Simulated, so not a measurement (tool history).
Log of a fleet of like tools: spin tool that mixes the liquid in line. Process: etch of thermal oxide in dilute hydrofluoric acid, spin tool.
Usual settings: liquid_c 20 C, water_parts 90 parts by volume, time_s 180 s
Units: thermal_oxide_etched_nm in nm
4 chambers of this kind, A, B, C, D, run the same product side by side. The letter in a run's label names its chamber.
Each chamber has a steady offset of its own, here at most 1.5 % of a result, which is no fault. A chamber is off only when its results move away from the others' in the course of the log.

run,hour,liquid_c,water_parts,time_s,"read-back film thickness of the thermal oxide reference wafer, read on the same gauge (nm)",thermal_oxide_etched_nm
1C,10.6,20,90,180,149.99,8.3140
2A,16.6,20,90,180,150.01,8.1540
3B,24.8,20,90,180,150.01,8.3113
4D,30.5,20,90,180,150.02,8.3485
5A,36.5,20,90,180,150.01,8.1948
6B,43.1,20,90,180,150.02,8.2039
7C,52.3,24,125,180,149.99,6.8057
8D,57.9,24,125,180,149.98,6.7096
9B,62.8,24,125,180,150.01,6.6296
10A,70.3,24,125,180,149.96,6.6653
11C,78.0,20,90,105,149.97,4.8317
12D,88.1,20,90,105,150.01,4.8358
13B,94.5,20,90,105,150.02,4.8024
14D,105.2,20,90,105,150.04,4.7941
15C,115.2,18,90,180,149.99,7.5366
16A,124.0,18,90,180,149.97,7.4626
17B,131.0,18,90,180,150.03,7.6476
18D,142.0,18,90,180,150.00,7.2814
19C,147.2,20,90,180,150.02,8.3284
20A,153.7,20,90,180,150.03,8.3354
21A,159.3,20,90,180,149.99,8.1673
22C,164.9,20,90,180,150.01,8.3612
23B,172.8,20,90,180,150.02,8.4130
24D,182.8,20,90,180,150.03,7.6460
25B,189.2,20,90,180,150.01,8.1931
26A,196.8,20,90,180,149.99,8.1843
27D,205.1,20,90,180,150.01,7.6048
28C,213.1,20,90,180,149.99,8.3158

Next, every chamber runs the same settings. What will each give?
29A,221.1,20,90,180,,?
29B,221.1,20,90,180,,?
29C,221.1,20,90,180,,?
29D,221.1,20,90,180,,?

run,thermal_oxide_etched_nm
29A,8.0578
29B,8.3097
29C,8.3077
29D,7.3927
